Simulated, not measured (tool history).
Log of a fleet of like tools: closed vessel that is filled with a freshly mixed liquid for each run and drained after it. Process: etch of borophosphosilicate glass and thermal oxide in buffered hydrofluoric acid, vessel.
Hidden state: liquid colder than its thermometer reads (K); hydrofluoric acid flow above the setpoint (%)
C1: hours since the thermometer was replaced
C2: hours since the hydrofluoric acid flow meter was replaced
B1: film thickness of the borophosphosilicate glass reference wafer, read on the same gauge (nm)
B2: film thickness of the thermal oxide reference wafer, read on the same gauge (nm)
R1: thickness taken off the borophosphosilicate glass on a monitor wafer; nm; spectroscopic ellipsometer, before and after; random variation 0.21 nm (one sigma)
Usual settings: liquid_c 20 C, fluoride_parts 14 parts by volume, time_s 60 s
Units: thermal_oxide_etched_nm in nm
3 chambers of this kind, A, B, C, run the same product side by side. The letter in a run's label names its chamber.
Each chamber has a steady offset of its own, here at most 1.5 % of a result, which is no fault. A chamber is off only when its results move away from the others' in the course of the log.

{"run": "1A", "day": 0.488, "liquid_c": 20, "fluoride_parts": 14, "time_s": 60, "C1": 281, "C2": 259.8, "B1": 100, "B2": 130.01, "R1": 69.13, "thermal_oxide_etched_nm": 38.72}
{"run": "2B", "day": 0.842, "liquid_c": 20, "fluoride_parts": 14, "time_s": 60, "C1": 1130.4, "C2": 714.8, "B1": 99.993, "B2": 130, "R1": 69.683, "thermal_oxide_etched_nm": 38.887}
{"run": "3C", "day": 1.2, "liquid_c": 20, "fluoride_parts": 14, "time_s": 60, "C1": 1199.1, "C2": 1602.2, "B1": 99.98, "B2": 129.98, "R1": 69.107, "thermal_oxide_etched_nm": 38.701}
{"run": "4A", "day": 1.758, "liquid_c": 20, "fluoride_parts": 14, "time_s": 60, "C1": 311.5, "C2": 290.3, "B1": 100.02, "B2": 130, "R1": 68.986, "thermal_oxide_etched_nm": 38.719}
{"run": "5B", "day": 2.1, "liquid_c": 20, "fluoride_parts": 14, "time_s": 60, "C1": 1160.6, "C2": 745, "B1": 99.989, "B2": 130, "R1": 70.389, "thermal_oxide_etched_nm": 38.507}
{"run": "6C", "day": 2.558, "liquid_c": 20, "fluoride_parts": 14, "time_s": 60, "C1": 1231.7, "C2": 1634.8, "B1": 99.992, "B2": 130, "R1": 69.492, "thermal_oxide_etched_nm": 39.058}
{"run": "7C", "day": 3.042, "liquid_c": 20, "fluoride_parts": 14, "time_s": 60, "C1": 1243.3, "C2": 1646.4, "B1": 100.01, "B2": 130.03, "R1": 69.529, "thermal_oxide_etched_nm": 38.634}
{"run": "8A", "day": 3.554, "liquid_c": 20, "fluoride_parts": 14, "time_s": 60, "C1": 354.6, "C2": 333.4, "B1": 99.977, "B2": 129.98, "R1": 68.926, "thermal_oxide_etched_nm": 39.115}
{"run": "9B", "day": 3.829, "liquid_c": 20, "fluoride_parts": 14, "time_s": 60, "C1": 1202.1, "C2": 786.5, "B1": 99.991, "B2": 130, "R1": 69.891, "thermal_oxide_etched_nm": 38.72}
{"run": "10B", "day": 4.329, "liquid_c": 20, "fluoride_parts": 14, "time_s": 60, "C1": 1214.1, "C2": 798.5, "B1": 100.01, "B2": 129.98, "R1": 70.032, "thermal_oxide_etched_nm": 38.688}
{"day": 4.396, "done": "chamber B: thermometer replaced"}
{"run": "11C", "day": 4.667, "liquid_c": 20, "fluoride_parts": 14, "time_s": 60, "C1": 1282.3, "C2": 1685.4, "B1": 100.02, "B2": 129.99, "R1": 69.512, "thermal_oxide_etched_nm": 39.178}
{"run": "12A", "day": 4.938, "liquid_c": 20, "fluoride_parts": 14, "time_s": 60, "C1": 387.8, "C2": 366.6, "B1": 100, "B2": 129.99, "R1": 69.301, "thermal_oxide_etched_nm": 38.784}
{"run": "13B", "day": 5.271, "liquid_c": 20, "fluoride_parts": 14, "time_s": 60, "C1": 21.1, "C2": 821.1, "B1": 99.991, "B2": 130, "R1": 70.05, "thermal_oxide_etched_nm": 38.567}
{"run": "14C", "day": 5.708, "liquid_c": 20, "fluoride_parts": 14, "time_s": 60, "C1": 1307.3, "C2": 1710.4, "B1": 99.986, "B2": 130.01, "R1": 69.329, "thermal_oxide_etched_nm": 39.004}
{"run": "15A", "day": 5.992, "liquid_c": 20, "fluoride_parts": 14, "time_s": 60, "C1": 413.1, "C2": 391.9, "B1": 99.986, "B2": 129.99, "R1": 69.148, "thermal_oxide_etched_nm": 39.095}
{"run": "16A", "day": 6.579, "liquid_c": 20, "fluoride_parts": 14, "time_s": 60, "C1": 427.2, "C2": 406, "B1": 99.988, "B2": 129.99, "R1": 69, "thermal_oxide_etched_nm": 39.194}
{"run": "17C", "day": 6.929, "liquid_c": 20, "fluoride_parts": 14, "time_s": 60, "C1": 1336.6, "C2": 1739.7, "B1": 99.99, "B2": 130, "R1": 69.75, "thermal_oxide_etched_nm": 38.887}
{"run": "18B", "day": 7.283, "liquid_c": 20, "fluoride_parts": 11, "time_s": 60, "C1": 69.4, "C2": 869.4, "B1": 100.01, "B2": 130.02, "R1": 88.87, "thermal_oxide_etched_nm": 49.47}
{"run": "19A", "day": 7.671, "liquid_c": 20, "fluoride_parts": 11, "time_s": 60, "C1": 453.4, "C2": 432.2, "B1": 100.01, "B2": 129.99, "R1": 87.073, "thermal_oxide_etched_nm": 49.856}
{"run": "20B", "day": 7.925, "liquid_c": 20, "fluoride_parts": 11, "time_s": 60, "C1": 84.8, "C2": 884.8, "B1": 100, "B2": 130, "R1": 88.379, "thermal_oxide_etched_nm": 49.562}
{"run": "21C", "day": 8.25, "liquid_c": 20, "fluoride_parts": 14, "time_s": 60, "C1": 1368.3, "C2": 1771.4, "B1": 100.01, "B2": 129.99, "R1": 69.526, "thermal_oxide_etched_nm": 39.166}
{"run": "22B", "day": 8.708, "liquid_c": 20, "fluoride_parts": 14, "time_s": 60, "C1": 103.6, "C2": 903.6, "B1": 100.01, "B2": 129.98, "R1": 69.798, "thermal_oxide_etched_nm": 38.292}
{"run": "23C", "day": 9.096, "liquid_c": 20, "fluoride_parts": 14, "time_s": 60, "C1": 1388.6, "C2": 1791.7, "B1": 100.02, "B2": 130, "R1": 69.196, "thermal_oxide_etched_nm": 38.765}
{"run": "24A", "day": 9.379, "liquid_c": 20, "fluoride_parts": 14, "time_s": 35, "C1": 494.4, "C2": 473.2, "B1": 99.988, "B2": 129.99, "R1": 40.32, "thermal_oxide_etched_nm": 22.71}

All 3 chambers run these settings next. Forecast each chamber's results:
{"run": "25A", "day": 9.804, "liquid_c": 20, "fluoride_parts": 14, "time_s": 80, "R1": "?", "thermal_oxide_etched_nm": "?"}
{"run": "25B", "day": 9.804, "liquid_c": 20, "fluoride_parts": 14, "time_s": 80, "R1": "?", "thermal_oxide_etched_nm": "?"}
{"run": "25C", "day": 9.804, "liquid_c": 20, "fluoride_parts": 14, "time_s": 80, "R1": "?", "thermal_oxide_etched_nm": "?"}

run=25A R1=91.833 thermal_oxide_etched_nm=51.767
run=25B R1=92.983 thermal_oxide_etched_nm=51.817
run=25C R1=92.747 thermal_oxide_etched_nm=51.875

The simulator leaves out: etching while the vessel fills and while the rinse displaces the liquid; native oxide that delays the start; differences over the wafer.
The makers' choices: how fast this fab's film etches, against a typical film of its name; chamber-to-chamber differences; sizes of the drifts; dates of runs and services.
